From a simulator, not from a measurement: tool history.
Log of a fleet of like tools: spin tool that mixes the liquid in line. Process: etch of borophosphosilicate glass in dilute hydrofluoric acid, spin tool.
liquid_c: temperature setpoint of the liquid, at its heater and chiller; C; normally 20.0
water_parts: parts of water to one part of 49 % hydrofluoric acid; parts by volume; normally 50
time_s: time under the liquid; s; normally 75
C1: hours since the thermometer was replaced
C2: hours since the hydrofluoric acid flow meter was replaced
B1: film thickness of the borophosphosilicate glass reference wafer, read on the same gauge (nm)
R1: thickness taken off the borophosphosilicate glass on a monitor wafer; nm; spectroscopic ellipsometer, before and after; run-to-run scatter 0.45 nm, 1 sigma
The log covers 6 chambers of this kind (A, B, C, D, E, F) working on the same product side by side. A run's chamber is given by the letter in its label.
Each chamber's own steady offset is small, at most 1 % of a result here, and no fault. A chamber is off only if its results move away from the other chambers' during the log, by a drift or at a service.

{"run": "1D", "day": 0.367, "liquid_c": 20.0, "water_parts": 50, "time_s": 75, "C1": 391.2, "C2": 453.5, "B1": 50.006, "R1": 59.055}
{"run": "2F", "day": 0.788, "liquid_c": 20.0, "water_parts": 50, "time_s": 75, "C1": 463.2, "C2": 591.1, "B1": 50.015, "R1": 57.951}
{"run": "3B", "day": 1.208, "liquid_c": 20.0, "water_parts": 50, "time_s": 75, "C1": 1215.9, "C2": 67.6, "B1": 49.997, "R1": 57.922}
{"run": "4A", "day": 1.679, "liquid_c": 20.0, "water_parts": 50, "time_s": 75, "C1": 1320.1, "C2": 292.8, "B1": 49.978, "R1": 58.201}
{"run": "5C", "day": 2.004, "liquid_c": 20.0, "water_parts": 50, "time_s": 50, "C1": 1375.3, "C2": 343.1, "B1": 49.978, "R1": 39.164}
{"run": "6E", "day": 2.425, "liquid_c": 20.0, "water_parts": 50, "time_s": 50, "C1": 1758.6, "C2": 397.4, "B1": 49.998, "R1": 39.308}
{"run": "7E", "day": 2.7, "liquid_c": 20.0, "water_parts": 50, "time_s": 50, "C1": 1765.2, "C2": 404.0, "B1": 49.999, "R1": 38.361}
{"day": 2.792, "done": "chamber E: hydrofluoric acid flow meter replaced"}
{"run": "8F", "day": 2.979, "liquid_c": 20.0, "water_parts": 50, "time_s": 50, "C1": 515.8, "C2": 643.7, "B1": 50.011, "R1": 38.367}
{"run": "9A", "day": 3.462, "liquid_c": 20.0, "water_parts": 50, "time_s": 50, "C1": 1362.9, "C2": 335.6, "B1": 49.988, "R1": 39.241}
{"day": 3.5, "done": "chamber F: hydrofluoric acid flow meter replaced"}
{"run": "10D", "day": 3.85, "liquid_c": 20.0, "water_parts": 50, "time_s": 50, "C1": 474.8, "C2": 537.1, "B1": 49.995, "R1": 39.707}
{"run": "11B", "day": 4.175, "liquid_c": 20.0, "water_parts": 50, "time_s": 75, "C1": 1287.1, "C2": 138.8, "B1": 49.997, "R1": 59.125}
{"run": "12C", "day": 4.671, "liquid_c": 24.0, "water_parts": 40, "time_s": 75, "C1": 1439.3, "C2": 407.1, "B1": 49.996, "R1": 87.807}
{"run": "13C", "day": 4.988, "liquid_c": 24.0, "water_parts": 40, "time_s": 75, "C1": 1446.9, "C2": 414.7, "B1": 50.007, "R1": 90.055}
{"run": "14D", "day": 5.388, "liquid_c": 24.0, "water_parts": 40, "time_s": 75, "C1": 511.7, "C2": 574.0, "B1": 49.997, "R1": 88.345}
{"run": "15B", "day": 5.629, "liquid_c": 24.0, "water_parts": 40, "time_s": 75, "C1": 1322.0, "C2": 173.7, "B1": 50.005, "R1": 87.941}
{"run": "16F", "day": 6.062, "liquid_c": 24.0, "water_parts": 40, "time_s": 75, "C1": 589.8, "C2": 61.5, "B1": 50.007, "R1": 87.8}
{"run": "17E", "day": 6.408, "liquid_c": 24.0, "water_parts": 40, "time_s": 75, "C1": 1854.2, "C2": 86.9, "B1": 50.007, "R1": 84.706}
{"run": "18A", "day": 6.717, "liquid_c": 20.0, "water_parts": 50, "time_s": 75, "C1": 1441.0, "C2": 413.7, "B1": 49.995, "R1": 58.084}
{"run": "19D", "day": 6.983, "liquid_c": 20.0, "water_parts": 50, "time_s": 75, "C1": 550.0, "C2": 612.3, "B1": 50.003, "R1": 59.534}
{"run": "20F", "day": 7.454, "liquid_c": 20.0, "water_parts": 50, "time_s": 75, "C1": 623.2, "C2": 94.9, "B1": 50.016, "R1": 58.516}
{"run": "21B", "day": 7.879, "liquid_c": 23.5, "water_parts": 50, "time_s": 75, "C1": 1376.0, "C2": 227.7, "B1": 49.998, "R1": 67.633}
{"run": "22C", "day": 8.329, "liquid_c": 23.5, "water_parts": 50, "time_s": 75, "C1": 1527.1, "C2": 494.9, "B1": 50.003, "R1": 68.187}
{"run": "23A", "day": 8.808, "liquid_c": 23.5, "water_parts": 50, "time_s": 75, "C1": 1491.2, "C2": 463.9, "B1": 50.015, "R1": 68.194}
{"run": "24E", "day": 9.054, "liquid_c": 23.5, "water_parts": 50, "time_s": 75, "C1": 1917.7, "C2": 150.4, "B1": 49.989, "R1": 64.355}
{"run": "25B", "day": 9.375, "liquid_c": 23.5, "water_parts": 50, "time_s": 75, "C1": 1411.9, "C2": 263.6, "B1": 50.01, "R1": 68.337}
{"run": "26E", "day": 9.721, "liquid_c": 23.5, "water_parts": 50, "time_s": 75, "C1": 1933.7, "C2": 166.4, "B1": 49.984, "R1": 64.838}
{"run": "27F", "day": 10.046, "liquid_c": 20.0, "water_parts": 50, "time_s": 75, "C1": 685.4, "C2": 157.1, "B1": 49.986, "R1": 58.703}
{"run": "28A", "day": 10.438, "liquid_c": 20.0, "water_parts": 50, "time_s": 75, "C1": 1530.3, "C2": 503.0, "B1": 50.014, "R1": 58.457}
{"run": "29C", "day": 10.671, "liquid_c": 20.0, "water_parts": 50, "time_s": 75, "C1": 1583.3, "C2": 551.1, "B1": 49.994, "R1": 58.211}
{"run": "30D", "day": 10.954, "liquid_c": 20.0, "water_parts": 50, "time_s": 75, "C1": 645.3, "C2": 707.6, "B1": 50.005, "R1": 59.948}
{"day": 11.146, "done": "chamber A: thermometer replaced"}
{"run": "31E", "day": 11.417, "liquid_c": 20.0, "water_parts": 50, "time_s": 75, "C1": 1974.4, "C2": 207.1, "B1": 49.987, "R1": 56.197}
{"run": "32C", "day": 11.75, "liquid_c": 20.0, "water_parts": 50, "time_s": 75, "C1": 1609.2, "C2": 577.0, "B1": 50.004, "R1": 58.018}
{"run": "33B", "day": 12.1, "liquid_c": 20.0, "water_parts": 50, "time_s": 75, "C1": 1477.3, "C2": 329.0, "B1": 49.981, "R1": 59.307}
{"run": "34F", "day": 12.388, "liquid_c": 20.0, "water_parts": 50, "time_s": 75, "C1": 741.6, "C2": 213.3, "B1": 49.999, "R1": 57.737}
{"run": "35D", "day": 12.658, "liquid_c": 20.0, "water_parts": 50, "time_s": 75, "C1": 686.2, "C2": 748.5, "B1": 49.981, "R1": 58.864}
{"run": "36A", "day": 13.017, "liquid_c": 20.0, "water_parts": 50, "time_s": 75, "C1": 45.0, "C2": 564.9, "B1": 50.001, "R1": 58.855}
{"run": "37E", "day": 13.329, "liquid_c": 20.0, "water_parts": 50, "time_s": 75, "C1": 2020.3, "C2": 253.0, "B1": 49.987, "R1": 55.539}
{"run": "38D", "day": 13.654, "liquid_c": 20.0, "water_parts": 50, "time_s": 75, "C1": 710.1, "C2": 772.4, "B1": 49.997, "R1": 59.241}
{"run": "39C", "day": 14.004, "liquid_c": 20.0, "water_parts": 50, "time_s": 75, "C1": 1663.3, "C2": 631.1, "B1": 49.991, "R1": 58.557}

One chamber off, gauge drift, or nothing amiss beyond the chambers' own small offsets? If it is a chamber, which one, and what is the likeliest cause?

One chamber, E, drifts off from the rest bit by bit.
What lies behind it: liquid colder than its thermometer reads (K) = 1.59.

Here are 4 candidates for chamber E's next run, each the usual settings with a change, their results left as question marks. Which one brings its results back in line with what the others give on the usual settings?
Counts as in line when no further than this from what the other chambers average on the usual settings: R1 1.600 nm
{"run": "40E-1", "day": 14.375, "liquid_c": 20.0, "water_parts": 50, "time_s": 70, "R1": "?"}
{"run": "40E-2", "day": 14.375, "liquid_c": 20.5, "water_parts": 50, "time_s": 75, "R1": "?"}
{"run": "40E-3", "day": 14.375, "liquid_c": 20.0, "water_parts": 50, "time_s": 80, "R1": "?"}
{"run": "40E-4", "day": 14.375, "liquid_c": 19.5, "water_parts": 50, "time_s": 75, "R1": "?"}

Average result of the remaining chambers running the usual settings: R1 58.737 nm
run=40E-1 R1=50.861
run=40E-2 R1=55.676
run=40E-3 R1=58.127
run=40E-4 R1=53.332
With 40E-3, the chamber falls back in line with the rest.
